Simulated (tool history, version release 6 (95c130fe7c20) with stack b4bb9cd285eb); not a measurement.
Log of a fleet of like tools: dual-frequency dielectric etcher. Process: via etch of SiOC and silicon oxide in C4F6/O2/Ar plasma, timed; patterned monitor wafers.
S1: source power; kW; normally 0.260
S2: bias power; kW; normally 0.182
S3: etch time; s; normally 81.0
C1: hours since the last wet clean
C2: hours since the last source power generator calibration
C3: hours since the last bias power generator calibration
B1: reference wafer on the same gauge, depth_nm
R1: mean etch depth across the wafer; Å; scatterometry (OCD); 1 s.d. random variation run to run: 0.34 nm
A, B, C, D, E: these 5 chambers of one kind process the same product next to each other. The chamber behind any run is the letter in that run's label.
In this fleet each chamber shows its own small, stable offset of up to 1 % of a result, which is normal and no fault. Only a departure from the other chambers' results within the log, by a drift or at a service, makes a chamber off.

run	hour	S1	S2	S3	C1	C2	C3	B1	R1
1A	7.5	0.260	0.182	81.0	271.2	1987.6	54.7	78.305	781.24
2C	14.4	0.260	0.182	81.0	182.7	1772.6	1338.9	78.307	776.67
3D	22.4	0.260	0.182	81.0	321.4	924.5	2389.0	78.254	774.25
4B	28.2	0.260	0.182	81.0	52.5	811.8	409.3	78.269	782.77
5E	35.5	0.260	0.182	81.0	227.6	168.6	906.3	78.309	778.13
6B	45.1	0.260	0.182	81.0	69.4	828.7	426.2	78.399	777.23
7D	53.5	0.260	0.182	81.0	352.5	955.6	2420.1	78.162	776.51
8A	58.8	0.260	0.182	81.0	322.5	2038.9	106.0	78.301	782.18
9E	69.0	0.260	0.182	81.0	261.1	202.1	939.8	78.300	782.85
10C	77.2	0.230	0.182	81.0	245.5	1835.4	1401.7	78.259	743.70
11C	83.8	0.230	0.182	81.0	252.1	1842.0	1408.3	78.320	746.34
12B	91.5	0.230	0.182	81.0	115.8	875.1	472.6	78.254	745.89
13E	101.1	0.230	0.182	81.0	293.2	234.2	971.9	78.245	742.56
# hour 108.0: chamber D: wet clean of the chamber
14D	110.9	0.230	0.182	81.0	2.9	1013.0	2477.5	78.277	705.45
15A	120.0	0.260	0.182	81.0	383.7	2100.1	167.2	78.380	785.08
16B	125.7	0.260	0.182	81.0	150.0	909.3	506.8	78.238	778.16
# hour 129.9: chamber A: wet clean of the chamber
17E	133.9	0.260	0.182	81.0	326.0	267.0	1004.7	78.266	779.62
18C	143.1	0.260	0.182	81.0	311.4	1901.3	1467.6	78.344	776.37
19D	152.1	0.260	0.201	81.0	44.1	1054.2	2518.7	78.261	765.82
20A	163.3	0.260	0.201	81.0	33.5	2143.4	210.5	78.257	817.56
21B	171.6	0.260	0.201	81.0	195.9	955.2	552.7	78.381	806.53
22E	179.2	0.260	0.201	81.0	371.3	312.3	1050.0	78.267	809.16
23D	189.4	0.260	0.201	81.0	81.4	1091.5	2556.0	78.330	763.59
24A	196.9	0.260	0.182	81.0	67.1	2177.0	244.1	78.403	782.50
25C	202.7	0.260	0.182	81.0	371.0	1960.9	1527.2	78.309	774.18
26E	212.1	0.260	0.182	81.0	404.2	345.2	1082.9	78.309	781.99
27D	221.3	0.260	0.182	81.0	113.3	1123.4	2587.9	78.260	740.47
28A	227.9	0.260	0.182	81.0	98.1	2208.0	275.1	78.363	779.43
29B	233.1	0.260	0.182	81.0	257.4	1016.7	614.2	78.249	780.90
30C	240.2	0.260	0.182	81.0	408.5	1998.4	1564.7	78.263	777.78
31E	249.4	0.260	0.182	81.0	441.5	382.5	1120.2	78.358	780.87
32A	258.4	0.260	0.182	81.0	128.6	2238.5	305.6	78.345	778.65
33C	269.9	0.260	0.182	81.0	438.2	2028.1	1594.4	78.279	781.24
34B	277.7	0.260	0.182	81.0	302.0	1061.3	658.8	78.394	782.60
35D	288.0	0.260	0.182	81.0	180.0	1190.1	2654.6	78.279	733.94
36E	297.6	0.260	0.182	81.0	489.7	430.7	1168.4	78.349	775.09
37C	302.7	0.260	0.182	81.0	471.0	2060.9	1627.2	78.271	778.50
38D	309.2	0.260	0.182	81.0	201.2	1211.3	2675.8	78.315	739.96
39A	318.4	0.240	0.182	59.0	188.6	2298.5	365.6	78.401	555.16
40B	324.1	0.240	0.182	59.0	348.4	1107.7	705.2	78.329	551.04

Is one chamber off against the others, does the gauge drift, or is nothing wrong? If a chamber is off, say which, and what the likeliest cause is.

Chamber D came out of a service off from its peers and stayed that way.
Most likely cause: etch rate under this chamber's usual, % = 4.72.

Which of the 4 candidates below, each the usual settings with something changed and its results left as question marks, puts chamber D back in line with what the other chambers give on the usual settings?
Allowed miss from the other chambers' usual-settings mean, per result, to count as in line: R1 12.00 Å
41D-1	332.4	0.260	0.180	77.0					?
41D-2	332.4	0.250	0.178	73.5					?
41D-3	332.4	0.270	0.186	89.0					?
41D-4	332.4	0.300	0.182	81.0					?

Usual-settings mean across the other chambers: R1 780.04 Å
run	R1
41D-1	696.86
41D-2	652.96
41D-3	826.02
41D-4	776.77
It is 41D-4 that realigns the chamber with its peers.
